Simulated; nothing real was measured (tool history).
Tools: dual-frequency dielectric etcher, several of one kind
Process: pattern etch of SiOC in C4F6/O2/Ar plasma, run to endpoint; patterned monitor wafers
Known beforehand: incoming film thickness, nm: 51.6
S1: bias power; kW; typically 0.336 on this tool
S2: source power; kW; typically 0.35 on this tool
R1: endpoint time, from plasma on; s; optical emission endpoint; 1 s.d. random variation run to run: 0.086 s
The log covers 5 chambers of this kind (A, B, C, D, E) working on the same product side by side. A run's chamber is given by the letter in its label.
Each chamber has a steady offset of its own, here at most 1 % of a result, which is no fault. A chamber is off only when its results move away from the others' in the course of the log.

run    day     S1    S2      R1
 1C  0.188  0.336  0.35  20.946
 2D  0.342  0.336  0.35  21.264
 3E   0.55  0.336  0.35  21.045
 4B  0.775  0.336  0.35  20.786
 5A      1  0.336  0.35  21.404
 6B  1.179  0.336  0.35  20.847
 7D  1.408  0.336  0.35  21.128
 8C  1.558  0.336  0.35  21.076
 9E  1.733  0.336  0.35  20.928
     1.946  -- chamber C: wet clean of the chamber
10A  1.975  0.336  0.35  21.286
11B  2.167  0.336  0.35  20.984
12C  2.354  0.336  0.35  20.914
13D  2.483  0.336  0.35  21.198
14A  2.692  0.336  0.35   21.32
       2.7  -- chamber E: wet clean of the chamber
15E  2.808  0.336  0.35  20.191
16E  2.971  0.336  0.35  20.461
17C  3.204  0.336  0.35  21.015
18A  3.412  0.336  0.35  21.495
19D  3.521  0.336  0.35  21.197
20B    3.7  0.336  0.35   20.93
21E  3.896  0.336  0.35  20.297
22A  4.067  0.336  0.35  21.326
23D  4.279  0.336  0.35  21.104
24B  4.446   0.38  0.27  22.124
25C  4.554   0.38  0.27  22.042
26B  4.696   0.38  0.27  21.966
27E  4.875   0.38  0.27  21.309
28D  5.054   0.38  0.27  22.434
     5.154  -- chamber B: wet clean of the chamber
29A  5.308  0.336  0.35  21.316
30C  5.467  0.336  0.35  20.949
31D  5.583  0.336  0.35  21.268
32A   5.75  0.336  0.35  21.332
33C  5.975  0.336  0.35  20.882
34E  6.162  0.336  0.35  20.269
35B   6.35  0.336  0.35  20.901
36C  6.471  0.277  0.35  22.489
37B  6.667  0.277  0.35  22.306
38E  6.846  0.277  0.35  21.713

Read the log: is a single chamber off, either drifting away or since a service, is the gauge that measures every chamber drifting, or is nothing wrong beyond small per-chamber offsets? Name any odd chamber and what most likely caused it.

A service left chamber E off against the others.
Most likely cause: etch rate over this chamber's usual, % = 3.19.

Below are 4 candidate recipes for chamber E's next run, each the usual settings with a change, their results shown as question marks. Which of them brings E's results back in line with what the other chambers give on the usual settings?
In line means no further than this from the other chambers' mean on the usual settings: R1 0.3 s
39E-1  7.029  0.336  0.42   ?
39E-2  7.029  0.374  0.35   ?
39E-3  7.029  0.336  0.29   ?
39E-4  7.029  0.298  0.35   ?

The other chambers' mean on the usual settings: R1 21.109 s
  run      R1
39E-1  18.984
39E-2  19.562
39E-3  21.774
39E-4  21.173
39E-4 puts the chamber back in line with the other chambers.
